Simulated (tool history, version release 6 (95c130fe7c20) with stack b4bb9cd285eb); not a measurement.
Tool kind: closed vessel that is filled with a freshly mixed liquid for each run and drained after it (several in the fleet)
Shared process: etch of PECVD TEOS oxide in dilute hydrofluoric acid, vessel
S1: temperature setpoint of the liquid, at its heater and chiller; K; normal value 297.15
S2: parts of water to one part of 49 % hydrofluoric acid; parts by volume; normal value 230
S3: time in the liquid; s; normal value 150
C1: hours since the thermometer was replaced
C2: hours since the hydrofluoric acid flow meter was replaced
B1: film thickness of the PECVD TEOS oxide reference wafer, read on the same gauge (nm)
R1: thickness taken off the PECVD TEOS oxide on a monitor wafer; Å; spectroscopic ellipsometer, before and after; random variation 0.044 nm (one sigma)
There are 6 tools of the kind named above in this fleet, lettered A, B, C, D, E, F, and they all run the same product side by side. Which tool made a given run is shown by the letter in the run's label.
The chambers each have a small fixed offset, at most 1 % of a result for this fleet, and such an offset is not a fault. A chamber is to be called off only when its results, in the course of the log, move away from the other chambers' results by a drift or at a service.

run   hour      S1   S2   S3      C1      C2      B1      R1
 1F    6.2  297.15  230  150   929.8   359.6  59.985  48.277
 2D   15.3  297.15  230  150    15.8    30.9  59.996  48.129
 3C   25.1  297.15  230  150   419.7   156.6  59.986  48.552
 4A   38.7  297.15  230  150  2533.9     255  59.994  48.611
 5B   52.1  297.15  230  150   671.5  1134.1  59.989  48.285
 6E     64  297.15  230  150  1418.8   375.1  60.027  48.462
 7C   72.7  297.15  230  150   467.3   204.2  59.976  47.283
      81.4  -- chamber A: thermometer replaced
 8E   85.1  297.15  165  150  1439.9   396.2  60.017  72.645
 9F   98.2  297.15  165  150  1021.8   451.6  59.989  72.288
10D  108.3  297.15  165  150   108.8   123.9  60.025  71.579
     117.3  -- chamber B: thermometer replaced
11B  121.3  297.15  165  150       4  1203.3  60.002  72.176
12A  134.7  297.15  165  150    53.3     351  60.005  71.801
13E  145.4  297.15  165  150  1500.2   456.5  59.989  72.001
14A  154.4  301.15  325  150      73   370.7  59.992  35.057
15C  164.8  301.15  325  150   559.4   296.3  60.025  35.153
16F  176.8  301.15  325  150  1100.4   530.2  59.996  35.864
17D  185.1  301.15  325  150   185.6   200.7  60.011  35.123
18B  195.5  301.15  325  150    78.2  1277.5   59.99  34.073
19F  204.5  301.15  325  150  1128.1   557.9   59.99  35.872
20A  213.4  297.15  230  150     132   429.7  59.986  48.104
21B  219.8  297.15  230  150   102.5  1301.8  60.014  46.514
22C    229  297.15  230  150   623.6   360.5   59.99   48.17
23D    242  297.15  230  150   242.5   257.6  60.013  46.766
24E  254.3  297.15  230  150  1609.1   565.4   60.01  48.176
25F  263.7  297.15  230  150  1187.3   617.1  60.002  47.552
26E  270.5  297.15  290   85  1625.3   581.6  59.976  20.233
27C  278.6  297.15  290   85   673.2   410.1  60.001  20.299
28D    287  297.15  290   85   287.5   302.6  59.976  20.095
29B  295.5  297.15  290   85   178.2  1377.5   59.98  19.177
30A  305.4  297.15  290   85     224   521.7  59.996  19.995
     309.7  -- chamber A: hydrofluoric acid flow meter replaced
31D    312  297.15  290   85   312.5   327.6  59.996  20.194
32F  325.3  297.15  230  150  1248.9   678.7  60.016  47.822
33A  332.2  297.15  230  150   250.8    22.5  60.002  48.043
34B  345.3  297.15  230  150     228  1427.3  60.011  43.794
35E  352.5  292.15  300  150  1707.3   663.6  59.981  29.035
36C  361.7  292.15  300  150   756.3   493.2   60.01  28.568
37A  374.3  292.15  300  150   292.9    64.6  59.992  28.769
38D  384.4  292.15  300  150   384.9     400      60   28.46
39F  391.3  292.15  300  150  1314.9   744.7      60  29.108
40B  401.5  292.15  300  150   284.2  1483.5  60.008   25.75
41C  415.6  297.15  230  150   810.2   547.1  59.983  47.642
42E  424.6  297.15  230  150  1779.4   735.7  59.979  48.209

What goes on in this fleet: one chamber off, a drifting gauge, or nothing beyond the chambers' own small offsets? Name the chamber and the cause, if any.

It is chamber B that slowly wanders off from its peers.
Most likely cause: hydrofluoric acid flow below the setpoint (%) = 8.81.

Chamber B could run next with any of the 4 candidate recipes listed below; each alters the usual settings, and their results appear as question marks. Which one brings its results back in line with what the other chambers deliver on the usual settings?
Maximum distance from the other chambers' mean on the usual settings for a result to count as in line: R1 1.5 Å
43B-1  434.9  297.15  250  150               ?
43B-2  434.9  297.15  260  150               ?
43B-3  434.9  297.15  220  160               ?
43B-4  434.9  297.15  200  150               ?

Other chambers, usual settings, mean: R1 47.865 Å
  run      R1
43B-1  38.439
43B-2  36.543
43B-3  48.255
43B-4  50.983
The answer is 43B-3, which returns the chamber to within the allowed miss of the others.

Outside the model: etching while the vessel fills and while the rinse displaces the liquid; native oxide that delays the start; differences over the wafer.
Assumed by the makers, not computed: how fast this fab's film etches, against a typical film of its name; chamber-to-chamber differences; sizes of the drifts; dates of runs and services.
